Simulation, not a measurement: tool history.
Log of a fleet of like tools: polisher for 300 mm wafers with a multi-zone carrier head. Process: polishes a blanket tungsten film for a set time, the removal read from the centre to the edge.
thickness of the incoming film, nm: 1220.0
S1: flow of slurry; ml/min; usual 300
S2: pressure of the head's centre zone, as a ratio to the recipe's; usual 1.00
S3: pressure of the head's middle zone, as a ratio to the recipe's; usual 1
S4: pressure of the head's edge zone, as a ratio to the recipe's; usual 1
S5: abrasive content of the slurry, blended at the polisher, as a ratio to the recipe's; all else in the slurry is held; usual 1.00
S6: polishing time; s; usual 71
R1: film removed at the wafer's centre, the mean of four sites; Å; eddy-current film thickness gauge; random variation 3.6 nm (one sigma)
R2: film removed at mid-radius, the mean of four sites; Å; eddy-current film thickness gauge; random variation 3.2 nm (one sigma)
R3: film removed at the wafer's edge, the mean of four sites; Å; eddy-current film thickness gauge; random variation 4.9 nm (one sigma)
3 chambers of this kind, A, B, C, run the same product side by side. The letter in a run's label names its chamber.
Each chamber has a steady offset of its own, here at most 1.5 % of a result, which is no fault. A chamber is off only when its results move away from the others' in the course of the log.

run   hour   S1    S2  S3  S4    S5  S6      R1      R2      R3
 1C    3.8  300  1.00   1   1  1.00  71  3727.8  3651.5  3648.1
 2B    7.5  300  1.00   1   1  1.00  71  3739.1  3720.2  3745.7
       9.9  -- chamber A: centre zone pressure recalibrated
 3A   11.5  300  1.00   1   1  1.00  71  3660.8  3645.6  3734.7
 4C   18.3  300  1.00   1   1  1.00  71  3671.2  3698.9  3625.8
 5B   25.2  300  1.00   1   1  1.25  71  3908.6  3913.2  3970.6
 6A   32.1  300  1.00   1   1  1.25  71  3950.2  3923.7  3888.6
 7B   38.9  300  1.00   1   1  1.25  71  3908.6  3907.3  3965.4
 8C   44.7  300  1.00   1   1  1.20  48  2598.0  2602.3  2672.4
 9A   48.2  300  1.00   1   1  1.20  48  2638.6  2675.9  2707.3
10B   55.5  300  1.00   1   1  1.20  48  2656.5  2620.3  2640.8
11A   60.9  300  1.00   1   1  1.00  71  3690.0  3717.9  3723.4
12C   65.8  300  1.00   1   1  1.00  71  3676.9  3688.8  3701.8
13B   73.1  300  1.00   1   1  1.00  71  3724.1  3645.3  3720.5
14A   79.8  300  1.00   1   1  1.00  71  3638.4  3672.2  3705.5
15C   86.0  300  1.00   1   1  1.00  71  3598.1  3698.0  3659.5
      88.4  -- chamber A: slurry nozzle cleaned
16C   92.9  300  1.00   1   1  1.00  71  3748.5  3634.9  3725.4
      99.9  -- chamber C: worn pad replaced by a new one
17B  100.4  300  0.91   1   1  1.00  71  3321.2  3691.6  3715.6
18A  105.7  300  0.91   1   1  1.00  71  3244.4  3669.7  3759.4
19B  109.3  300  0.91   1   1  1.00  71  3359.9  3711.5  3796.3
20C  116.8  300  1.00   1   1  1.00  71  3759.0  3738.6  3569.8
21A  120.3  300  1.00   1   1  1.00  71  3558.5  3595.5  3613.7
22C  126.0  200  1.00   1   1  0.85  71  3420.2  3335.7  3405.6
23B  131.3  200  1.00   1   1  0.85  71  3406.8  3456.8  3396.1
24A  136.3  200  1.00   1   1  0.85  71  3224.2  3233.3  3350.8
25B  142.8  300  1.00   1   1  1.00  71  3694.8  3704.0  3704.3
     142.9  -- chamber B: worn pad replaced by a new one
26C  150.0  300  1.00   1   1  1.00  71  3643.6  3660.6  3748.4
27A  154.4  300  1.00   1   1  1.00  71  3543.9  3545.0  3571.5
28B  161.1  235  1.00   1   1  1.00  47  2424.1  2400.9  2413.1
29C  168.4  235  1.00   1   1  1.00  47  2380.7  2338.3  2343.9
     172.0  -- chamber B: edge zone pressure recalibrated
30A  172.0  235  1.00   1   1  1.00  47  2214.3  2251.3  2360.8
     174.0  -- chamber B: centre zone pressure recalibrated
31C  178.2  300  1.00   1   1  1.00  71  3669.7  3680.2  3758.9
32A  182.8  300  1.00   1   1  1.00  71  3403.5  3483.2  3475.0
33B  189.2  300  1.00   1   1  1.00  71  3704.3  3745.1  3755.9
34A  193.8  365  1.00   1   1  1.00  71  3492.8  3506.2  3592.7
35B  198.0  365  1.00   1   1  1.00  71  3760.1  3750.3  3704.6
36C  202.3  365  1.00   1   1  1.00  71  3770.6  3747.8  3678.2
37C  207.5  300  1.00   1   1  1.00  71  3632.0  3775.2  3703.5
38B  213.6  300  1.00   1   1  1.00  71  3722.0  3702.0  3674.1
39A  219.3  300  1.00   1   1  1.00  71  3412.7  3484.1  3493.0

All 3 chambers run these settings next. Forecast each chamber's results:
40A  224.7  250  1.00   1   1  1.00  71   ?   ?   ?
40B  224.7  250  1.00   1   1  1.00  71   ?   ?   ?
40C  224.7  250  1.00   1   1  1.00  71   ?   ?   ?

run      R1      R2      R3
40A  3297.1  3386.6  3370.4
40B  3659.0  3651.1  3645.4
40C  3601.7  3636.8  3642.5
